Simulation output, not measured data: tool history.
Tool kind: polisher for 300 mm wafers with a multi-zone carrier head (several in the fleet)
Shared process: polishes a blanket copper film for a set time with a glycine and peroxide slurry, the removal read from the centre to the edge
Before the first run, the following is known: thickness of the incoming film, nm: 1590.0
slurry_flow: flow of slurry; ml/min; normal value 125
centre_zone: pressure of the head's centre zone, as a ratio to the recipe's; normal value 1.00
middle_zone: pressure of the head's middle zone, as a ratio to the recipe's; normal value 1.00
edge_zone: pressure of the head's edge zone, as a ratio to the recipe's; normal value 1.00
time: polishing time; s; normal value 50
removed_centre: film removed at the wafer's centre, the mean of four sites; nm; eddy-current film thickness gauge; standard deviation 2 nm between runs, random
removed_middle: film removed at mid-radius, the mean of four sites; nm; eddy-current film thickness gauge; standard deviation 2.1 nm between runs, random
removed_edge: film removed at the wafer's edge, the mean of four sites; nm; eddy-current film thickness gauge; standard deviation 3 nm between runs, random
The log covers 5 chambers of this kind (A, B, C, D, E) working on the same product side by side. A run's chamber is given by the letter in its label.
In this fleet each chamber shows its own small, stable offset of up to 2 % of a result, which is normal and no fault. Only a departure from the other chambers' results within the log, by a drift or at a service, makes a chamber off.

run 1E hour=6.6 | slurry_flow=125 centre_zone=1.00 middle_zone=1.00 edge_zone=1.00 time=50 | removed_centre=200.84 removed_middle=203.30 removed_edge=205.54
run 2B hour=13.2 | slurry_flow=125 centre_zone=1.00 middle_zone=1.00 edge_zone=1.00 time=50 | removed_centre=197.80 removed_middle=196.31 removed_edge=200.93
run 3D hour=20.7 | slurry_flow=125 centre_zone=1.00 middle_zone=1.00 edge_zone=1.00 time=50 | removed_centre=203.10 removed_middle=199.93 removed_edge=200.82
run 4C hour=28.5 | slurry_flow=125 centre_zone=1.00 middle_zone=1.00 edge_zone=1.00 time=50 | removed_centre=197.59 removed_middle=196.19 removed_edge=198.42
-- hour=29.2 chamber C: centre zone pressure recalibrated
-- hour=34.7 chamber C: edge zone pressure recalibrated
run 5A hour=35.0 | slurry_flow=125 centre_zone=1.00 middle_zone=1.00 edge_zone=1.00 time=50 | removed_centre=199.17 removed_middle=194.70 removed_edge=203.76
-- hour=36.8 chamber C: worn pad replaced by a new one
-- hour=42.3 chamber E: worn pad replaced by a new one
run 6B hour=44.7 | slurry_flow=125 centre_zone=1.00 middle_zone=1.00 edge_zone=1.00 time=50 | removed_centre=198.77 removed_middle=199.25 removed_edge=199.69
run 7E hour=51.5 | slurry_flow=125 centre_zone=1.00 middle_zone=1.00 edge_zone=1.00 time=50 | removed_centre=201.19 removed_middle=198.51 removed_edge=201.11
run 8C hour=57.5 | slurry_flow=125 centre_zone=1.00 middle_zone=1.00 edge_zone=1.00 time=50 | removed_centre=198.28 removed_middle=200.74 removed_edge=199.93
run 9D hour=63.5 | slurry_flow=125 centre_zone=1.00 middle_zone=1.00 edge_zone=1.00 time=50 | removed_centre=201.81 removed_middle=197.85 removed_edge=200.28
run 10A hour=72.5 | slurry_flow=125 centre_zone=1.00 middle_zone=1.00 edge_zone=1.00 time=50 | removed_centre=202.43 removed_middle=198.63 removed_edge=200.52
run 11B hour=77.9 | slurry_flow=125 centre_zone=1.00 middle_zone=1.00 edge_zone=0.91 time=44 | removed_centre=170.77 removed_middle=172.53 removed_edge=161.61
run 12E hour=83.4 | slurry_flow=125 centre_zone=1.00 middle_zone=1.00 edge_zone=0.91 time=44 | removed_centre=172.66 removed_middle=179.53 removed_edge=165.91
run 13D hour=88.7 | slurry_flow=125 centre_zone=1.00 middle_zone=1.00 edge_zone=0.91 time=44 | removed_centre=180.72 removed_middle=177.65 removed_edge=166.63
run 14A hour=100.9 | slurry_flow=125 centre_zone=1.00 middle_zone=1.00 edge_zone=0.91 time=44 | removed_centre=177.94 removed_middle=173.56 removed_edge=172.00
-- hour=102.2 chamber D: slurry nozzle cleaned
run 15C hour=112.8 | slurry_flow=125 centre_zone=1.00 middle_zone=1.00 edge_zone=0.91 time=44 | removed_centre=175.09 removed_middle=171.69 removed_edge=166.84
-- hour=118.4 chamber A: worn pad replaced by a new one
-- hour=124.3 chamber E: worn pad replaced by a new one
run 16D hour=124.7 | slurry_flow=110 centre_zone=1.08 middle_zone=1.00 edge_zone=1.00 time=50 | removed_centre=208.56 removed_middle=192.13 removed_edge=197.64
-- hour=129.6 chamber D: worn pad replaced by a new one
run 17E hour=130.6 | slurry_flow=110 centre_zone=1.08 middle_zone=1.00 edge_zone=1.00 time=50 | removed_centre=209.21 removed_middle=194.23 removed_edge=193.38
-- hour=136.2 chamber E: centre zone pressure recalibrated
run 18B hour=142.2 | slurry_flow=110 centre_zone=1.08 middle_zone=1.00 edge_zone=1.00 time=50 | removed_centre=201.55 removed_middle=183.11 removed_edge=186.40
run 19A hour=148.8 | slurry_flow=110 centre_zone=1.08 middle_zone=1.00 edge_zone=1.00 time=50 | removed_centre=209.82 removed_middle=189.37 removed_edge=193.40
-- hour=150.5 chamber E: slurry nozzle cleaned
run 20C hour=156.7 | slurry_flow=110 centre_zone=1.08 middle_zone=1.00 edge_zone=1.00 time=50 | removed_centre=208.32 removed_middle=188.13 removed_edge=198.42
run 21E hour=167.9 | slurry_flow=125 centre_zone=1.00 middle_zone=1.00 edge_zone=1.00 time=50 | removed_centre=198.76 removed_middle=200.04 removed_edge=198.15
-- hour=170.9 chamber B: worn pad replaced by a new one
-- hour=174.4 chamber C: worn pad replaced by a new one
run 22A hour=177.8 | slurry_flow=125 centre_zone=1.00 middle_zone=1.00 edge_zone=1.00 time=50 | removed_centre=201.99 removed_middle=197.18 removed_edge=202.39
run 23C hour=184.2 | slurry_flow=125 centre_zone=1.00 middle_zone=1.00 edge_zone=1.00 time=50 | removed_centre=197.92 removed_middle=194.42 removed_edge=202.78
-- hour=188.6 chamber A: slurry nozzle cleaned
-- hour=191.4 chamber B: edge zone pressure recalibrated
run 24D hour=192.3 | slurry_flow=125 centre_zone=1.00 middle_zone=1.00 edge_zone=1.00 time=50 | removed_centre=201.42 removed_middle=201.03 removed_edge=199.70
run 25B hour=201.3 | slurry_flow=125 centre_zone=1.00 middle_zone=1.00 edge_zone=1.00 time=50 | removed_centre=189.46 removed_middle=186.04 removed_edge=189.77
-- hour=203.6 chamber E: worn pad replaced by a new one
run 26C hour=211.2 | slurry_flow=125 centre_zone=1.00 middle_zone=1.00 edge_zone=1.00 time=50 | removed_centre=198.77 removed_middle=197.86 removed_edge=199.21
run 27A hour=217.3 | slurry_flow=125 centre_zone=1.00 middle_zone=1.00 edge_zone=1.00 time=50 | removed_centre=197.09 removed_middle=196.05 removed_edge=199.36
-- hour=223.7 chamber D: edge zone pressure recalibrated
run 28E hour=226.6 | slurry_flow=125 centre_zone=1.00 middle_zone=1.00 edge_zone=1.00 time=50 | removed_centre=196.54 removed_middle=199.94 removed_edge=199.78
run 29B hour=236.1 | slurry_flow=125 centre_zone=1.00 middle_zone=1.00 edge_zone=1.00 time=50 | removed_centre=178.28 removed_middle=181.77 removed_edge=188.42
run 30D hour=241.5 | slurry_flow=125 centre_zone=1.00 middle_zone=0.96 edge_zone=1.00 time=50 | removed_centre=200.66 removed_middle=194.45 removed_edge=202.61
run 31E hour=248.6 | slurry_flow=125 centre_zone=1.00 middle_zone=0.96 edge_zone=1.00 time=50 | removed_centre=198.28 removed_middle=194.53 removed_edge=199.70
run 32D hour=256.4 | slurry_flow=125 centre_zone=1.00 middle_zone=0.96 edge_zone=1.00 time=50 | removed_centre=202.56 removed_middle=195.15 removed_edge=201.49
run 33B hour=267.2 | slurry_flow=125 centre_zone=1.00 middle_zone=0.96 edge_zone=1.00 time=50 | removed_centre=176.75 removed_middle=176.53 removed_edge=188.65

Which is it: a chamber that has drifted or been left off by a service, a gauge drift common to all chambers, or only each chamber's usual small offset? If a chamber is off, name it and its likeliest cause.

It is chamber B that slowly wanders off from its peers.
Cause: slurry flow missing at the pad, % = 32.8.

Here are 4 candidates for chamber B's next run, each the usual settings with a change, their results left as question marks. Which one brings its results back in line with what the others give on the usual settings?
Allowed miss from the other chambers' usual-settings mean, per result, to count as in line: removed_centre 7.00 nm; removed_middle 7.20 nm; removed_edge 10.00 nm
run 34B-1 hour=276.0 | slurry_flow=130 centre_zone=1.01 middle_zone=1.01 edge_zone=0.99 time=52 | removed_centre=? removed_middle=? removed_edge=?
run 34B-2 hour=276.0 | slurry_flow=115 centre_zone=0.98 middle_zone=0.98 edge_zone=1.02 time=47 | removed_centre=? removed_middle=? removed_edge=?
run 34B-3 hour=276.0 | slurry_flow=135 centre_zone=1.03 middle_zone=1.01 edge_zone=0.98 time=54 | removed_centre=? removed_middle=? removed_edge=?
run 34B-4 hour=276.0 | slurry_flow=120 centre_zone=0.99 middle_zone=0.99 edge_zone=1.01 time=48 | removed_centre=? removed_middle=? removed_edge=?

The other chambers' mean on the usual settings: removed_centre 199.64 nm; removed_middle 198.62 nm; removed_edge 199.94 nm
run=34B-1 removed_centre=188.12 removed_middle=188.67 removed_edge=191.12
run=34B-2 removed_centre=156.57 removed_middle=159.11 removed_edge=170.84
run=34B-3 removed_centre=202.40 removed_middle=198.28 removed_edge=198.99
run=34B-4 removed_centre=164.61 removed_middle=166.50 removed_edge=175.24
It is 34B-3 that realigns the chamber with its peers.
